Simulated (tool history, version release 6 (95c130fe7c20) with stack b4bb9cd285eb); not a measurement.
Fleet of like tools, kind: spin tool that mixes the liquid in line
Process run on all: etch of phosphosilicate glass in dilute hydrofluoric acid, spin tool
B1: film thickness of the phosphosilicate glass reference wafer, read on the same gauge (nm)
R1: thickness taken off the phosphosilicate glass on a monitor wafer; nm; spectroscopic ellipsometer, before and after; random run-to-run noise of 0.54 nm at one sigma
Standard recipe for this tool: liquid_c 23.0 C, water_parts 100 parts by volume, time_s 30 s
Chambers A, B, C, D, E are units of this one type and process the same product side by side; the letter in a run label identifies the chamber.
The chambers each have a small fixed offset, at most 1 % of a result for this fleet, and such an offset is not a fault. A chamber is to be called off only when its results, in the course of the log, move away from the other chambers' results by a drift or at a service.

Run 1C, day 0.217: usual settings; B1 39.998. Result: R1 57.148 nm.
Run 2A, day 0.550: usual settings; B1 40.056. Result: R1 57.142 nm.
Run 3E, day 0.854: usual settings; B1 39.940. Result: R1 57.735 nm.
Run 4D, day 1.167: usual settings; B1 39.985. Result: R1 58.300 nm.
Run 5B, day 1.533: usual settings but liquid_c 24.5 C, time_s 40 s; B1 40.010. Result: R1 81.902 nm.
Run 6E, day 1.892: usual settings but liquid_c 24.5 C, time_s 40 s; B1 40.041. Result: R1 82.301 nm.
Run 7B, day 2.083: usual settings but liquid_c 24.5 C, time_s 40 s; B1 40.014. Result: R1 82.728 nm.
Run 8C, day 2.288: usual settings but liquid_c 24.5 C, time_s 40 s; B1 40.029. Result: R1 80.358 nm.
Run 9D, day 2.671: usual settings but liquid_c 24.5 C, time_s 40 s; B1 39.968. Result: R1 81.137 nm.
Run 10A, day 3.033: usual settings; B1 40.000. Result: R1 57.205 nm.
Run 11E, day 3.388: usual settings; B1 39.993. Result: R1 57.612 nm.
Run 12A, day 3.762: usual settings; B1 40.014. Result: R1 57.462 nm.
Run 13D, day 4.038: usual settings; B1 39.982. Result: R1 56.791 nm.
Run 14B, day 4.400: usual settings; B1 40.004. Result: R1 58.588 nm.
Run 15C, day 4.642: usual settings; B1 39.987. Result: R1 58.397 nm.
Run 16D, day 4.917: usual settings; B1 40.046. Result: R1 56.074 nm.
Run 17C, day 5.188: usual settings; B1 39.970. Result: R1 58.373 nm.
Run 18A, day 5.542: usual settings; B1 39.975. Result: R1 57.174 nm.
Run 19E, day 5.900: usual settings but time_s 50 s; B1 40.003. Result: R1 96.131 nm.
Run 20B, day 6.200: usual settings but time_s 50 s; B1 40.032. Result: R1 95.338 nm.
Run 21D, day 6.525: usual settings but time_s 50 s; B1 39.968. Result: R1 92.437 nm.
Run 22C, day 6.708: usual settings but time_s 50 s; B1 39.992. Result: R1 95.717 nm.
Run 23B, day 6.912: usual settings but time_s 50 s; B1 39.973. Result: R1 97.059 nm.
Run 24A, day 7.179: usual settings but water_parts 80 parts by volume, time_s 15 s; B1 39.987. Result: R1 36.523 nm.
Run 25E, day 7.508: usual settings but water_parts 80 parts by volume, time_s 15 s; B1 39.978. Result: R1 37.260 nm.
Run 26D, day 7.883: usual settings but water_parts 80 parts by volume, time_s 15 s; B1 40.021. Result: R1 35.234 nm.
Run 27C, day 8.121: usual settings but water_parts 80 parts by volume, time_s 15 s; B1 40.022. Result: R1 36.431 nm.
Run 28E, day 8.483: usual settings but water_parts 80 parts by volume, time_s 15 s; B1 39.991. Result: R1 37.188 nm.
Run 29B, day 8.775: usual settings; B1 39.969. Result: R1 58.111 nm.
Run 30A, day 9.000: usual settings; B1 39.998. Result: R1 57.143 nm.
Run 31E, day 9.421: usual settings but water_parts 85 parts by volume, time_s 40 s; B1 40.014. Result: R1 93.246 nm.
Run 32C, day 9.821: usual settings but water_parts 85 parts by volume, time_s 40 s; B1 40.010. Result: R1 92.732 nm.
Run 33D, day 10.167: usual settings but water_parts 85 parts by volume, time_s 40 s; B1 40.007. Result: R1 87.742 nm.
Run 34B, day 10.412: usual settings but water_parts 85 parts by volume, time_s 40 s; B1 40.037. Result: R1 91.921 nm.
Run 35A, day 10.667: usual settings but water_parts 85 parts by volume, time_s 40 s; B1 39.988. Result: R1 91.816 nm.
Run 36E, day 10.983: usual settings; B1 40.041. Result: R1 57.391 nm.

All chambers now run identical settings, listed one chamber a line with results as question marks. What results will each chamber show?
Run 37A, day 11.279: usual settings. Result: R1 ?.
Run 37B, day 11.279: usual settings. Result: R1 ?.
Run 37C, day 11.279: usual settings. Result: R1 ?.
Run 37D, day 11.279: usual settings. Result: R1 ?.
Run 37E, day 11.279: usual settings. Result: R1 ?.

run      R1
37A  57.329
37B  58.763
37C  58.454
37D  54.363
37E  57.641
